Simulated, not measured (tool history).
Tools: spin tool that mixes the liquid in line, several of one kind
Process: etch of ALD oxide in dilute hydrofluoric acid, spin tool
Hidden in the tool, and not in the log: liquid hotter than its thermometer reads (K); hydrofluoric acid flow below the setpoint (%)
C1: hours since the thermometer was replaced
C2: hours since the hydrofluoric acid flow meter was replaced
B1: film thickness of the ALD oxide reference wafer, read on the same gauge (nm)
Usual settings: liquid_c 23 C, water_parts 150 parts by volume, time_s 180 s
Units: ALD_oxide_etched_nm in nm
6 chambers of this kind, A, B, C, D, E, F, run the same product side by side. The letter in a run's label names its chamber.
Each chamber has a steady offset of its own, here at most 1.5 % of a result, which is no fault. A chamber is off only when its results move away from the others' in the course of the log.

run 1B hour=8.8 | liquid_c=23 water_parts=150 time_s=180 | C1=835.1 C2=179.9 | B1=29.987 | ALD_oxide_etched_nm=30.647
run 2D hour=15.9 | liquid_c=23 water_parts=150 time_s=180 | C1=1930.3 C2=680.0 | B1=30.016 | ALD_oxide_etched_nm=30.670
run 3C hour=20.3 | liquid_c=23 water_parts=150 time_s=180 | C1=1264.1 C2=59.0 | B1=30.010 | ALD_oxide_etched_nm=30.729
run 4A hour=28.3 | liquid_c=23 water_parts=150 time_s=180 | C1=1844.5 C2=171.2 | B1=29.988 | ALD_oxide_etched_nm=30.698
run 5E hour=35.8 | liquid_c=23 water_parts=150 time_s=180 | C1=681.4 C2=2154.8 | B1=30.028 | ALD_oxide_etched_nm=30.700
run 6F hour=42.1 | liquid_c=23 water_parts=150 time_s=180 | C1=229.5 C2=1712.7 | B1=29.970 | ALD_oxide_etched_nm=30.572
run 7A hour=46.4 | liquid_c=23 water_parts=150 time_s=180 | C1=1862.6 C2=189.3 | B1=30.007 | ALD_oxide_etched_nm=30.689
run 8F hour=52.6 | liquid_c=21 water_parts=150 time_s=255 | C1=240.0 C2=1723.2 | B1=30.002 | ALD_oxide_etched_nm=39.578
-- hour=53.4 chamber D: thermometer replaced
run 9E hour=60.8 | liquid_c=21 water_parts=150 time_s=255 | C1=706.4 C2=2179.8 | B1=30.000 | ALD_oxide_etched_nm=40.340
run 10B hour=65.4 | liquid_c=21 water_parts=150 time_s=255 | C1=891.7 C2=236.5 | B1=29.995 | ALD_oxide_etched_nm=40.149
-- hour=69.7 chamber E: hydrofluoric acid flow meter replaced
run 11C hour=74.6 | liquid_c=21 water_parts=150 time_s=255 | C1=1318.4 C2=113.3 | B1=29.994 | ALD_oxide_etched_nm=40.501
run 12D hour=79.0 | liquid_c=21 water_parts=150 time_s=255 | C1=25.6 C2=743.1 | B1=29.985 | ALD_oxide_etched_nm=40.512
run 13D hour=88.3 | liquid_c=21 water_parts=150 time_s=255 | C1=34.9 C2=752.4 | B1=29.989 | ALD_oxide_etched_nm=40.540
run 14F hour=96.0 | liquid_c=23 water_parts=150 time_s=180 | C1=283.4 C2=1766.6 | B1=30.038 | ALD_oxide_etched_nm=30.459
run 15B hour=100.6 | liquid_c=23 water_parts=150 time_s=180 | C1=926.9 C2=271.7 | B1=29.981 | ALD_oxide_etched_nm=30.750
run 16E hour=105.4 | liquid_c=26 water_parts=150 time_s=180 | C1=751.0 C2=35.7 | B1=30.003 | ALD_oxide_etched_nm=34.621
run 17C hour=111.9 | liquid_c=26 water_parts=150 time_s=180 | C1=1355.7 C2=150.6 | B1=30.022 | ALD_oxide_etched_nm=34.656
run 18A hour=117.2 | liquid_c=26 water_parts=150 time_s=180 | C1=1933.4 C2=260.1 | B1=29.999 | ALD_oxide_etched_nm=34.434
-- hour=123.5 chamber D: hydrofluoric acid flow meter replaced
run 19B hour=125.9 | liquid_c=26 water_parts=150 time_s=180 | C1=952.2 C2=297.0 | B1=29.993 | ALD_oxide_etched_nm=34.509
run 20D hour=132.8 | liquid_c=26 water_parts=150 time_s=180 | C1=79.4 C2=9.3 | B1=30.003 | ALD_oxide_etched_nm=34.571
run 21F hour=142.2 | liquid_c=26 water_parts=150 time_s=180 | C1=329.6 C2=1812.8 | B1=30.013 | ALD_oxide_etched_nm=34.286
run 22E hour=151.1 | liquid_c=23 water_parts=150 time_s=180 | C1=796.7 C2=81.4 | B1=30.005 | ALD_oxide_etched_nm=31.294
run 23C hour=158.5 | liquid_c=26 water_parts=150 time_s=180 | C1=1402.3 C2=197.2 | B1=29.991 | ALD_oxide_etched_nm=34.262
run 24A hour=168.5 | liquid_c=26 water_parts=150 time_s=180 | C1=1984.7 C2=311.4 | B1=29.999 | ALD_oxide_etched_nm=34.130
run 25A hour=174.4 | liquid_c=26 water_parts=150 time_s=180 | C1=1990.6 C2=317.3 | B1=29.987 | ALD_oxide_etched_nm=34.364
run 26E hour=178.9 | liquid_c=26 water_parts=150 time_s=180 | C1=824.5 C2=109.2 | B1=29.973 | ALD_oxide_etched_nm=35.420
run 27F hour=185.8 | liquid_c=26 water_parts=150 time_s=180 | C1=373.2 C2=1856.4 | B1=30.014 | ALD_oxide_etched_nm=34.220
run 28D hour=191.1 | liquid_c=26 water_parts=150 time_s=180 | C1=137.7 C2=67.6 | B1=30.010 | ALD_oxide_etched_nm=34.724
run 29B hour=198.7 | liquid_c=23 water_parts=150 time_s=180 | C1=1025.0 C2=369.8 | B1=29.992 | ALD_oxide_etched_nm=31.084
run 30C hour=205.6 | liquid_c=23 water_parts=150 time_s=180 | C1=1449.4 C2=244.3 | B1=30.001 | ALD_oxide_etched_nm=30.910
run 31A hour=212.8 | liquid_c=23 water_parts=150 time_s=180 | C1=2029.0 C2=355.7 | B1=29.997 | ALD_oxide_etched_nm=30.652
run 32E hour=221.4 | liquid_c=23 water_parts=150 time_s=90 | C1=867.0 C2=151.7 | B1=29.978 | ALD_oxide_etched_nm=15.939
run 33F hour=227.6 | liquid_c=23 water_parts=150 time_s=90 | C1=415.0 C2=1898.2 | B1=29.983 | ALD_oxide_etched_nm=15.290
run 34B hour=233.1 | liquid_c=23 water_parts=150 time_s=90 | C1=1059.4 C2=404.2 | B1=30.016 | ALD_oxide_etched_nm=15.299
run 35D hour=240.5 | liquid_c=23 water_parts=150 time_s=90 | C1=187.1 C2=117.0 | B1=29.990 | ALD_oxide_etched_nm=15.450
run 36C hour=244.8 | liquid_c=23 water_parts=150 time_s=90 | C1=1488.6 C2=283.5 | B1=30.018 | ALD_oxide_etched_nm=15.383
run 37B hour=253.7 | liquid_c=23 water_parts=150 time_s=90 | C1=1080.0 C2=424.8 | B1=30.000 | ALD_oxide_etched_nm=15.384
run 38A hour=262.8 | liquid_c=23 water_parts=150 time_s=180 | C1=2079.0 C2=405.7 | B1=30.016 | ALD_oxide_etched_nm=30.720
run 39F hour=270.3 | liquid_c=23 water_parts=150 time_s=180 | C1=457.7 C2=1940.9 | B1=30.002 | ALD_oxide_etched_nm=30.319
run 40D hour=277.3 | liquid_c=23 water_parts=150 time_s=180 | C1=223.9 C2=153.8 | B1=30.013 | ALD_oxide_etched_nm=30.902
run 41C hour=283.3 | liquid_c=23 water_parts=150 time_s=180 | C1=1527.1 C2=322.0 | B1=29.997 | ALD_oxide_etched_nm=30.759

Next, every chamber runs the same settings. What will each give?
run 42A hour=290.5 | liquid_c=23 water_parts=150 time_s=180 | ALD_oxide_etched_nm=?
run 42B hour=290.5 | liquid_c=23 water_parts=150 time_s=180 | ALD_oxide_etched_nm=?
run 42C hour=290.5 | liquid_c=23 water_parts=150 time_s=180 | ALD_oxide_etched_nm=?
run 42D hour=290.5 | liquid_c=23 water_parts=150 time_s=180 | ALD_oxide_etched_nm=?
run 42E hour=290.5 | liquid_c=23 water_parts=150 time_s=180 | ALD_oxide_etched_nm=?
run 42F hour=290.5 | liquid_c=23 water_parts=150 time_s=180 | ALD_oxide_etched_nm=?

run=42A ALD_oxide_etched_nm=30.495
run=42B ALD_oxide_etched_nm=30.768
run=42C ALD_oxide_etched_nm=30.852
run=42D ALD_oxide_etched_nm=31.066
run=42E ALD_oxide_etched_nm=32.656
run=42F ALD_oxide_etched_nm=30.682
